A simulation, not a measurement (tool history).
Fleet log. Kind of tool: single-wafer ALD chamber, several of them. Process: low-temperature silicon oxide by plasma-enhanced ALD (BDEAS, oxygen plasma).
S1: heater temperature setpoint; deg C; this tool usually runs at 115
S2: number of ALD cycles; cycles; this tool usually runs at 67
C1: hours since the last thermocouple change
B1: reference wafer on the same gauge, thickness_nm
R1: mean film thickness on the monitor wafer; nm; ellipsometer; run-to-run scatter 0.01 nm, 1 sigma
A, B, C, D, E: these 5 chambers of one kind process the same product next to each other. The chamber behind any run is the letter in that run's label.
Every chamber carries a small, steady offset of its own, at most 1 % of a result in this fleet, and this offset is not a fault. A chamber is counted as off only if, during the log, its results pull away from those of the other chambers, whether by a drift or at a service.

Run 1B, day 0.396: usual settings; C1 2383.1; B1 7.4996. Result: R1 9.2421 nm.
Run 2A, day 0.621: usual settings; C1 156.1; B1 7.4985. Result: R1 9.3253 nm.
Run 3D, day 0.946: usual settings; C1 1128.5; B1 7.4958. Result: R1 9.3527 nm.
At day 0.950: chamber D: thermocouple changed; heater temperature recalibrated.
Run 4C, day 1.138: usual settings; C1 850.4; B1 7.4976. Result: R1 9.2581 nm.
Run 5E, day 1.533: usual settings; C1 63.8; B1 7.4952. Result: R1 9.2915 nm.
At day 1.692: chamber B: thermocouple changed; heater temperature recalibrated.
Run 6B, day 1.729: usual settings; C1 1.0; B1 7.4955. Result: R1 9.2274 nm.
Run 7A, day 1.929: usual settings; C1 187.5; B1 7.4915. Result: R1 9.2938 nm.
Run 8D, day 2.279: usual settings; C1 32.0; B1 7.4913. Result: R1 9.3369 nm.
Run 9E, day 2.633: usual settings; C1 90.2; B1 7.4930. Result: R1 9.2852 nm.
Run 10C, day 2.812: usual settings but S1 123 deg C, S2 78 cycles; C1 890.6; B1 7.4917. Result: R1 10.6070 nm.
Run 11B, day 3.038: usual settings but S1 123 deg C, S2 78 cycles; C1 32.4; B1 7.4917. Result: R1 10.5730 nm.
Run 12E, day 3.400: usual settings but S1 123 deg C, S2 78 cycles; C1 108.6; B1 7.4909. Result: R1 10.6540 nm.
Run 13C, day 3.692: usual settings but S1 123 deg C, S2 78 cycles; C1 911.7; B1 7.4862. Result: R1 10.6270 nm.
Run 14A, day 3.938: usual settings but S1 123 deg C, S2 78 cycles; C1 235.7; B1 7.4886. Result: R1 10.6530 nm.
Run 15D, day 4.304: usual settings; C1 80.6; B1 7.4896. Result: R1 9.3406 nm.
Run 16C, day 4.529: usual settings; C1 931.8; B1 7.4858. Result: R1 9.2676 nm.
Run 17B, day 4.721: usual settings but S2 73 cycles; C1 72.8; B1 7.4855. Result: R1 10.0320 nm.
Run 18A, day 4.992: usual settings but S2 73 cycles; C1 261.0; B1 7.4851. Result: R1 10.1070 nm.
Run 19D, day 5.242: usual settings but S2 73 cycles; C1 103.1; B1 7.4833. Result: R1 10.1700 nm.
Run 20E, day 5.596: usual settings but S2 73 cycles; C1 161.3; B1 7.4823. Result: R1 10.1170 nm.
Run 21E, day 5.950: usual settings but S2 73 cycles; C1 169.8; B1 7.4833. Result: R1 10.1080 nm.
Run 22B, day 6.229: usual settings; C1 109.0; B1 7.4808. Result: R1 9.2124 nm.
Run 23A, day 6.500: usual settings; C1 297.2; B1 7.4796. Result: R1 9.2727 nm.
Run 24C, day 6.825: usual settings; C1 986.9; B1 7.4764. Result: R1 9.2569 nm.
Run 25D, day 7.021: usual settings; C1 145.8; B1 7.4798. Result: R1 9.3383 nm.
Run 26B, day 7.312: usual settings; C1 135.0; B1 7.4778. Result: R1 9.1998 nm.
Run 27C, day 7.571: usual settings; C1 1004.8; B1 7.4754. Result: R1 9.2462 nm.
Run 28D, day 7.875: usual settings; C1 166.3; B1 7.4792. Result: R1 9.3087 nm.
Run 29E, day 8.158: usual settings; C1 222.8; B1 7.4751. Result: R1 9.2739 nm.
Run 30A, day 8.425: usual settings; C1 343.4; B1 7.4756. Result: R1 9.2594 nm.
Run 31C, day 8.692: usual settings; C1 1031.7; B1 7.4734. Result: R1 9.2307 nm.
Run 32A, day 8.908: usual settings; C1 355.0; B1 7.4732. Result: R1 9.2845 nm.
Run 33D, day 9.217: usual settings; C1 198.5; B1 7.4711. Result: R1 9.3247 nm.
Run 34B, day 9.504: usual settings; C1 187.6; B1 7.4701. Result: R1 9.2052 nm.
Run 35E, day 9.725: usual settings; C1 260.4; B1 7.4698. Result: R1 9.2638 nm.
Run 36A, day 10.000: usual settings; C1 381.2; B1 7.4692. Result: R1 9.2625 nm.
Run 37B, day 10.217: usual settings but S1 120 deg C; C1 204.7; B1 7.4685. Result: R1 9.0968 nm.
Run 38E, day 10.438: usual settings but S1 120 deg C; C1 277.5; B1 7.4667. Result: R1 9.1873 nm.

The same settings go to every chamber for the next run, one line per chamber below. Forecast the results for each:
Run 39A, day 10.721: usual settings. Result: R1 ?.
Run 39B, day 10.721: usual settings. Result: R1 ?.
Run 39C, day 10.721: usual settings. Result: R1 ?.
Run 39D, day 10.721: usual settings. Result: R1 ?.
Run 39E, day 10.721: usual settings. Result: R1 ?.

run      R1
39A  9.2645
39B  9.1717
39C  9.2445
39D  9.3011
39E  9.2631
